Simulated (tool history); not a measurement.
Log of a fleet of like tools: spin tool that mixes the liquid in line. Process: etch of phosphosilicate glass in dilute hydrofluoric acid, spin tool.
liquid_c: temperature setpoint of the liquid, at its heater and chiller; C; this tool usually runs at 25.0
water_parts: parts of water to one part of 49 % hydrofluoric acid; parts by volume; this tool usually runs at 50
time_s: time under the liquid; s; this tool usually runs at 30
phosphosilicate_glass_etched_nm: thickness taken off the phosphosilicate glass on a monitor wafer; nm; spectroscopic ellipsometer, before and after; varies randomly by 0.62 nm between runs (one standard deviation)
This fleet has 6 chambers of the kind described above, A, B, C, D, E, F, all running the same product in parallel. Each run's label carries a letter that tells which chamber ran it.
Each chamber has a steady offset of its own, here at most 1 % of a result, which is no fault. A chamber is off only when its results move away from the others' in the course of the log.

run	day	liquid_c	water_parts	time_s	read-back film thickness of the phosphosilicate glass reference wafer, read on the same gauge (nm)	phosphosilicate_glass_etched_nm
1F	0.600	25.0	50	30	150.01	64.697
2E	0.988	25.0	50	30	149.98	65.359
3A	1.617	25.0	50	30	150.00	65.071
4D	1.933	25.0	50	30	150.01	64.213
5C	2.371	25.0	35	30	150.01	93.639
6B	2.912	25.0	35	30	150.02	94.054
7D	3.538	25.0	35	30	150.02	94.720
8F	4.071	25.0	35	30	149.99	91.949
9E	4.379	25.0	35	30	149.99	96.400
10A	4.846	25.0	35	30	149.99	95.788
11C	5.158	25.0	50	30	150.01	64.544
12B	5.433	25.0	50	30	150.01	64.651
13E	5.975	25.0	50	30	149.99	65.024
14A	6.392	25.0	50	30	150.02	65.279
15C	6.679	25.0	50	30	149.99	64.354
16D	7.158	25.0	50	30	149.97	64.850
17F	7.679	25.0	50	30	149.99	65.058
18B	8.033	25.0	50	30	150.00	64.428
19E	8.425	25.0	50	30	149.99	65.158
20F	8.821	25.0	50	30	150.02	64.620
21D	9.233	25.0	50	30	149.97	65.042
22B	9.592	25.0	50	30	150.02	63.957
23A	9.908	25.0	50	30	149.97	64.958
24C	10.242	25.0	50	30	149.98	63.656
25B	10.667	20.5	50	30	150.00	53.928
26C	10.958	20.5	50	30	149.99	53.173
27F	11.329	20.5	50	30	150.00	53.033
28D	11.767	20.5	50	30	150.02	54.455
29E	12.171	20.5	50	30	149.99	54.275
# day 12.462: chamber C: thermometer replaced
30A	12.808	20.5	50	30	150.00	54.737
31C	13.433	25.0	50	30	150.01	65.601
32D	13.850	25.0	50	30	150.00	65.394
33A	14.438	25.0	50	30	149.99	65.105
34B	15.062	25.0	50	30	149.98	65.752
35E	15.475	25.0	50	30	149.99	64.657
36F	15.929	25.0	50	30	150.00	65.090
37C	16.500	25.0	50	30	149.98	63.757
38F	16.992	25.0	50	30	150.00	64.592
39D	17.350	25.0	50	30	150.00	65.313

Read the log: is a single chamber off, either drifting away or since a service, is the gauge that measures every chamber drifting, or is nothing wrong beyond small per-chamber offsets? Name any odd chamber and what most likely caused it.

Nothing is wrong: each chamber keeps only its own small, steady offset and the gauge holds still.

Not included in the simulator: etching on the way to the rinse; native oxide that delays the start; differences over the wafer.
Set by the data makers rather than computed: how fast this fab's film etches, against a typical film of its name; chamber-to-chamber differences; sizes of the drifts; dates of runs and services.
